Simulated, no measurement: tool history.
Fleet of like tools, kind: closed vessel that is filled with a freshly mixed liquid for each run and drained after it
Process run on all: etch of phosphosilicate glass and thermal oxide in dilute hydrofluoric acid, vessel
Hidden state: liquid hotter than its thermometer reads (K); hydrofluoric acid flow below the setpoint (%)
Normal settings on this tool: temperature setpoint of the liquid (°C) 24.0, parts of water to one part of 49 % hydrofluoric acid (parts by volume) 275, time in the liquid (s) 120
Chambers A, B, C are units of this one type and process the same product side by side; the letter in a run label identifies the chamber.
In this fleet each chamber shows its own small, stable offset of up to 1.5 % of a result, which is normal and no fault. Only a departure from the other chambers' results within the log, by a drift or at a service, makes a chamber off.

| run | hour | temperature setpoint of the liquid (°C) | parts of water to one part of 49 % hydrofluoric acid (parts by volume) | time in the liquid (s) | hours since the thermometer was replaced | hours since the hydrofluoric acid flow meter was replaced | read-back film thickness of the phosphosilicate glass reference wafer, read on the same gauge (nm) | read-back film thickness of the thermal oxide reference wafer, read on the same gauge (nm) | thickness taken off the phosphosilicate glass on a monitor wafer (nm) | thickness taken off the thermal oxide on a monitor wafer (nm) |
|---|---|---|---|---|---|---|---|---|---|---|
| 1C | 6.5 | 24.0 | 275 | 120 | 1854.4 | 542.5 | 30.011 | 89.994 | 46.952 | 1.66930 |
| 2A | 15.3 | 24.0 | 275 | 120 | 1321.3 | 506.3 | 29.979 | 90.034 | 48.066 | 1.70360 |
| 3B | 20.7 | 24.0 | 275 | 120 | 87.2 | 38.3 | 30.024 | 89.996 | 48.010 | 1.78670 |
| 4C | 29.2 | 24.0 | 275 | 120 | 1877.1 | 565.2 | 30.013 | 90.025 | 47.620 | 1.74200 |
| 5B | 34.3 | 24.0 | 275 | 120 | 100.8 | 51.9 | 29.976 | 90.006 | 47.940 | 1.74140 |
| 6A | 43.8 | 24.0 | 275 | 120 | 1349.8 | 534.8 | 30.008 | 89.996 | 47.826 | 1.67610 |
| 7B | 50.6 | 24.0 | 275 | 120 | 117.1 | 68.2 | 29.995 | 89.974 | 48.044 | 1.70460 |
| 8A | 55.4 | 24.0 | 275 | 120 | 1361.4 | 546.4 | 30.046 | 90.024 | 47.667 | 1.81690 |
|  | 58.5 | chamber C: thermometer replaced |
| 9C | 60.4 | 24.0 | 275 | 120 | 2.0 | 596.4 | 29.993 | 90.031 | 47.565 | 1.71120 |
| 10A | 65.5 | 24.0 | 275 | 120 | 1371.5 | 556.5 | 29.969 | 89.996 | 47.913 | 1.77670 |
| 11B | 74.9 | 24.0 | 275 | 120 | 141.4 | 92.5 | 29.997 | 90.031 | 48.564 | 1.76430 |
| 12C | 81.5 | 24.0 | 275 | 120 | 23.1 | 617.5 | 29.981 | 89.967 | 47.217 | 1.67650 |
| 13B | 87.8 | 24.0 | 200 | 100 | 154.3 | 105.4 | 29.977 | 89.977 | 59.787 | 2.19010 |
| 14A | 94.4 | 24.0 | 200 | 100 | 1400.4 | 585.4 | 30.016 | 90.035 | 59.136 | 2.16600 |
| 15C | 103.3 | 24.0 | 200 | 100 | 44.9 | 639.3 | 30.008 | 89.994 | 57.813 | 2.08460 |
|  | 107.1 | chamber A: thermometer replaced |
| 16A | 109.2 | 24.0 | 275 | 170 | 2.2 | 600.2 | 29.984 | 90.040 | 67.671 | 2.56040 |
| 17C | 113.6 | 24.0 | 275 | 170 | 55.2 | 649.6 | 29.992 | 89.948 | 64.817 | 2.32820 |
| 18B | 119.3 | 24.0 | 275 | 170 | 185.8 | 136.9 | 30.036 | 90.003 | 68.698 | 2.48150 |
| 19C | 128.9 | 25.5 | 275 | 185 | 70.5 | 664.9 | 29.970 | 90.005 | 72.855 | 2.61420 |
| 20A | 133.9 | 25.5 | 275 | 185 | 26.9 | 624.9 | 30.022 | 89.981 | 77.499 | 2.72340 |
| 21B | 142.3 | 25.5 | 275 | 185 | 208.8 | 159.9 | 30.021 | 90.034 | 77.882 | 2.71120 |
| 22B | 148.7 | 24.0 | 275 | 120 | 215.2 | 166.3 | 30.009 | 89.965 | 48.078 | 1.73900 |
| 23C | 154.3 | 24.0 | 275 | 120 | 95.9 | 690.3 | 29.995 | 89.971 | 44.107 | 1.57890 |
| 24A | 163.4 | 24.0 | 275 | 120 | 56.4 | 654.4 | 29.994 | 89.982 | 47.717 | 1.76430 |

All chambers now run identical settings, listed one chamber a line with results as question marks. What results will each chamber show?
| 25A | 170.7 | 24.0 | 275 | 60 |  |  |  |  | ? | ? |
| 25B | 170.7 | 24.0 | 275 | 60 |  |  |  |  | ? | ? |
| 25C | 170.7 | 24.0 | 275 | 60 |  |  |  |  | ? | ? |

| run | thickness taken off the phosphosilicate glass on a monitor wafer (nm) | thickness taken off the thermal oxide on a monitor wafer (nm) |
|---|---|---|
| 25A | 23.973 | 0.87685 |
| 25B | 24.104 | 0.86748 |
| 25C | 21.989 | 0.78229 |
